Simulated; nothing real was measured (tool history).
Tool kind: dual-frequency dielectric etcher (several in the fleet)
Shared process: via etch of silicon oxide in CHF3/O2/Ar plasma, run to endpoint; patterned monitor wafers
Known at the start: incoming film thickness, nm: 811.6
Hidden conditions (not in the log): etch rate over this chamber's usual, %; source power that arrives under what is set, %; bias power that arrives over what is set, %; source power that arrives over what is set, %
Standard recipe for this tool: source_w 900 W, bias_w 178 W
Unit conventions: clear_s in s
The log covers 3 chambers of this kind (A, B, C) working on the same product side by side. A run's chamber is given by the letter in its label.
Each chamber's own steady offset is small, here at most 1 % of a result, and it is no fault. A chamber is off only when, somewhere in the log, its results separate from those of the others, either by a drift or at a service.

run   hour  source_w  bias_w  hours since the last wet clean  hours since the last source power generator calibration  hours since the last bias power generator calibration  clear_s
 1B   11.4       900     178                           426.8                                                   4486.8                                                 2244.3    348.3
 2A   24.7       900     178                           113.1                                                   1622.4                                                 1764.2   352.89
 3C   38.5       900     178                           478.4                                                    368.5                                                 1772.5   353.48
 4C   45.3       900     178                           485.2                                                    375.3                                                 1779.3   353.34
 5A   52.3       900     178                           140.7                                                     1650                                                 1791.8   359.31
      52.8  -- chamber B: bias power generator calibrated
 6B   63.8       900     178                           479.2                                                   4539.2                                                     11   352.88
      69.2  -- chamber B: source power generator calibrated
 7B     71       900     178                           486.4                                                      1.8                                                   18.2    351.9
 8A   83.8       900     178                           172.2                                                   1681.5                                                 1823.3    355.2
      89.3  -- chamber C: wet clean of the chamber
 9C   90.6       900     178                             1.3                                                    420.6                                                 1824.6    355.6
10C   99.6       900     178                            10.3                                                    429.6                                                 1833.6   350.38
11B  110.4       700     199                           525.8                                                     41.2                                                   57.6   375.71
12A  117.8       700     199                           206.2                                                   1715.5                                                 1857.3   375.92
13C  124.2       700     199                            34.9                                                    454.2                                                 1858.2   370.53
14B  134.3       900     178                           549.7                                                     65.1                                                   81.5   353.68
15A  147.4       900     220                           235.8                                                   1745.1                                                 1886.9   327.28
16C    155       900     220                            65.7                                                      485                                                   1889    327.4
17A  168.1       900     220                           256.5                                                   1765.8                                                 1907.6   328.93
18B  179.4       900     178                           594.8                                                    110.2                                                  126.6   355.91
19B    192       900     178                           607.4                                                    122.8                                                  139.2   351.58
20C  198.5       900     178                           109.2                                                    528.5                                                 1932.5    359.3
21A  206.1       900     178                           294.5                                                   1803.8                                                 1945.6   350.76
22A  215.1       900     178                           303.5                                                   1812.8                                                 1954.6   353.89
23C  224.8      1010     196                           135.5                                                    554.8                                                 1958.8   332.91
24B  236.6      1010     196                             652                                                    167.4                                                  183.8   331.23
25B  247.4      1010     196                           662.8                                                    178.2                                                  194.6   329.98
26A    254       900     178                           342.4                                                   1851.7                                                 1993.5   347.74
27C  265.8       900     178                           176.5                                                    595.8                                                 1999.8   353.54
28C  276.7       900     178                           187.4                                                    606.7                                                 2010.7   350.77
     286.2  -- chamber B: wet clean of the chamber
29B  290.4       900     178                             4.3                                                    221.2                                                  237.6   355.03
30A  300.3       900     178                           388.7                                                     1898                                                 2039.8   340.45
31C  313.1       900     178                           223.8                                                    643.1                                                 2047.1   353.27
32B  322.7       900     178                            36.6                                                    253.5                                                  269.9    348.2
33A  332.7       900     156                           421.1                                                   1930.4                                                 2072.2   357.28
34C  345.1       900     156                           255.8                                                    675.1                                                 2079.1   370.44
35B    358       900     156                            71.9                                                    288.8                                                  305.2    371.4

Is one chamber out of step, is the gauge drifting, or do the chambers differ by no more than their own small offsets? For an off chamber, give its letter and the likeliest cause.

One chamber, A, drifts off from the rest bit by bit.
Most likely cause: etch rate over this chamber's usual, % = 4.86.

Below are 4 candidate recipes for chamber A's next run, each the usual settings with a change, their results shown as question marks. Which of them brings A's results back in line with what the other chambers give on the usual settings?
Maximum distance from the other chambers' mean on the usual settings for a result to count as in line: clear_s 9.2 s
36A-1  367.8      1000     178                                                                                                                                                        ?
36A-2  367.8       780     158                                                                                                                                                        ?
36A-3  367.8      1020     198                                                                                                                                                        ?
36A-4  367.8       800     178                                                                                                                                                        ?

Mean of the other chambers on the usual settings: clear_s 352.88 s
  run  clear_s
36A-1   324.42
36A-2   371.82
36A-3   310.76
36A-4   353.95
The answer is 36A-4, which returns the chamber to within the allowed miss of the others.

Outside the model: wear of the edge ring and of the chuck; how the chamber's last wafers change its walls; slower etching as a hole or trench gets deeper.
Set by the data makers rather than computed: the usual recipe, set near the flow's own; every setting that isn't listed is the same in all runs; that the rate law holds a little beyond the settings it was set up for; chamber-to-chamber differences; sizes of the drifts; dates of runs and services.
